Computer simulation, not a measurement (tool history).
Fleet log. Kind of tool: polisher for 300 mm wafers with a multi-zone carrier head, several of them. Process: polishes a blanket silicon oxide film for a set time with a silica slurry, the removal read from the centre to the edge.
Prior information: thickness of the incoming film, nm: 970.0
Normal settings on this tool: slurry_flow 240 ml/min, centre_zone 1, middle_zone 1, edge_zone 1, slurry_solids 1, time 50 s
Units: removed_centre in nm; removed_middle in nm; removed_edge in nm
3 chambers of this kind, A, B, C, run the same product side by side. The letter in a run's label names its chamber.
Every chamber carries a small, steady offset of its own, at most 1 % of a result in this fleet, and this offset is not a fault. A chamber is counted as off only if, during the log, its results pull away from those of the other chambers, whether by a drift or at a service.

run,hour,slurry_flow,centre_zone,middle_zone,edge_zone,slurry_solids,time,wafers polished on this pad,hours since the slurry nozzle was cleaned,hours since the centre zone pressure was calibrated,hours since the edge zone pressure was calibrated,removed_centre,removed_middle,removed_edge
1C,12.1,240,1,1,1,1,50,249,109.1,156.6,119.3,195.08,197.91,198.72
2B,21.5,240,1,1,1,1,50,324,544.7,697.1,90.2,197.03,196.52,199.01
3A,29.4,240,1,1,1,1,50,996,133.2,672.7,911.5,197.77,200.24,195.3
4C,39.4,240,1,1,1,1,50,618,136.4,183.9,146.6,197.84,199.47,199.64
5B,47.7,240,1,1,1,1,50,678,570.9,723.3,116.4,199,200.81,197.77
6A,56.5,170,0.95,1,1,1,50,1363,160.3,699.8,938.6,178.56,192.85,189.71
# hour 57.6: chamber A: worn pad replaced by a new one
7B,70.1,170,0.95,1,1,1,50,981,593.3,745.7,138.8,178.1,193.25,192.94
# hour 76.9: chamber B: worn pad replaced by a new one
8A,76.9,170,0.95,1,1,1,50,261,180.7,720.2,959,177.96,190.8,190.77
9C,87.9,240,1,1,1,1,64,1274,184.9,232.4,195.1,250.3,249.64,253.87
# hour 92.1: chamber C: worn pad replaced by a new one
10A,98.2,240,1,1,1,1,64,549,202,741.5,980.3,253.89,253.43,253
11C,104.5,240,1,1,1,1,64,168,201.5,249,211.7,254.34,257.59,256.95
12B,113.4,240,1,1,1,1,50,493,636.6,789,182.1,201.59,194.34,198.65
13C,126.5,240,1,1.1,1,1,50,466,223.5,271,233.7,200.49,213.4,197.68
14B,137.5,240,1,1.1,1,1,50,819,660.7,813.1,206.2,196.28,215.78,198.5
# hour 148.3: chamber A: worn pad replaced by a new one
15A,150.9,240,1,1.1,1,1,50,35,254.7,794.2,1033,193.87,217.05,195.58
16C,160.9,240,1,1,1,1,50,931,257.9,305.4,268.1,197.72,196.56,197.18
# hour 166.2: chamber B: worn pad replaced by a new one
17B,172.1,240,1,1,1,1,50,80,695.3,847.7,240.8,199.17,200.28,198.59
18A,178.4,240,1,1,1,1,50,407,282.2,821.7,1060.5,199.11,199.26,195.69
# hour 181.7: chamber C: worn pad replaced by a new one
19C,189.4,240,1,1,1,1,50,105,286.4,333.9,296.6,196.58,198.73,197.12
20B,200.3,240,1,1,1,1,50,462,723.5,875.9,269,200.21,194.46,197.39
21A,212.2,240,1,1,1,1,50,865,316,855.5,1094.3,200.81,197.71,198.02
# hour 220.2: chamber A: centre zone pressure recalibrated
22C,221.6,240,1,1,1,1,50,541,318.6,366.1,328.8,195.5,193.05,196.27
23A,228.2,240,1,1,1,1,50,1081,332,8,1110.3,216.41,201.64,196.76
# hour 232.6: chamber B: centre zone pressure recalibrated
24B,237.2,240,1,1,1,1,50,961,760.4,4.7,305.9,198.09,198.36,200.41
# hour 245.5: chamber A: worn pad replaced by a new one
25A,247.4,240,1,1,1,1,50,26,351.2,27.2,1129.5,216.15,198.72,197.13
# hour 250.7: chamber B: worn pad replaced by a new one
26C,258.8,240,1,1,1,1,50,1044,355.8,403.3,366,195.11,194.06,193.98
# hour 265.1: chamber B: slurry nozzle cleaned
27B,265.5,240,1,1,1,1,50,201,0.4,33,334.2,198.21,199.28,199.22
# hour 267.2: chamber C: worn pad replaced by a new one
28C,279,240,1,1,1,1,50,160,376,423.5,386.2,196.36,202.58,199.93
29B,292.6,240,1,1,1,0.7,50,568,27.5,60.1,361.3,168.18,163.8,167.89
30A,304.6,240,1,1,1,0.7,50,800,408.4,84.4,1186.7,180.76,172.13,164.29
31B,315.8,240,1,1,1,0.7,50,881,50.7,83.3,384.5,165.6,164.39,163.94
# hour 322.9: chamber B: worn pad replaced by a new one
# hour 326: chamber B: edge zone pressure recalibrated
32A,326.4,240,1,1,1,1,50,1095,430.2,106.2,1208.5,220.18,196.98,197.57
33C,338.8,240,1,1,1,1,50,969,435.8,483.3,446,195.13,197,196.67
# hour 342.1: chamber A: worn pad replaced by a new one
# hour 349.3: chamber C: worn pad replaced by a new one
34A,350.1,240,1,1,1,1,50,108,453.9,129.9,1232.2,214.04,198.72,196.68
35B,356.2,240,1,1,1,1,50,450,91.1,123.7,30.2,198.45,197.97,200.58
36C,364.1,240,1,1,1,1,50,200,461.1,508.6,471.3,200.84,197.87,195.41
37C,374.4,240,0.91,1,1,0.9,50,340,471.4,518.9,481.6,171.71,188.02,189.5
38B,383.4,240,0.91,1,1,0.9,50,818,118.3,150.9,57.4,170.52,189.98,189.68
39A,389.5,240,0.91,1,1,0.9,50,641,493.3,169.3,1271.6,183.54,191.75,186.04
40B,396.5,240,1,1,1,1,50,995,131.4,164,70.5,199.9,195.85,195.72
41A,403,240,1,1,1,0.85,50,824,506.8,182.8,1285.1,200.22,185.48,182.23

One chamber off, gauge drift, or nothing amiss beyond the chambers' own small offsets? If it is a chamber, which one, and what is the likeliest cause?

A service left chamber A off against the others.
Most likely cause: centre zone's pressure above its setpoint, % = 8.06.

Here are 4 candidates for chamber A's next run, each the usual settings with a change, their results left as question marks. Which one brings its results back in line with what the others give on the usual settings?
In line means no further than this from the other chambers' mean on the usual settings: removed_centre 7 nm; removed_middle 7.5 nm; removed_edge 5 nm
42A-1,412.8,235,0.93,1,1.03,1,50,,,,,?,?,?
42A-2,412.8,240,1.02,1,0.99,1,50,,,,,?,?,?
42A-3,412.8,245,1.07,1,0.97,1,50,,,,,?,?,?
42A-4,412.8,240,0.98,1,1.01,1,50,,,,,?,?,?

Average result of the remaining chambers running the usual settings: removed_centre 197.31 nm; removed_middle 197.17 nm; removed_edge 198.34 nm
run,removed_centre,removed_middle,removed_edge
42A-1,198.13,197.62,200.56
42A-2,220.09,198.03,196.74
42A-3,232.62,198.46,194.99
42A-4,210.59,198.07,198.85
With 42A-1, the chamber falls back in line with the rest.
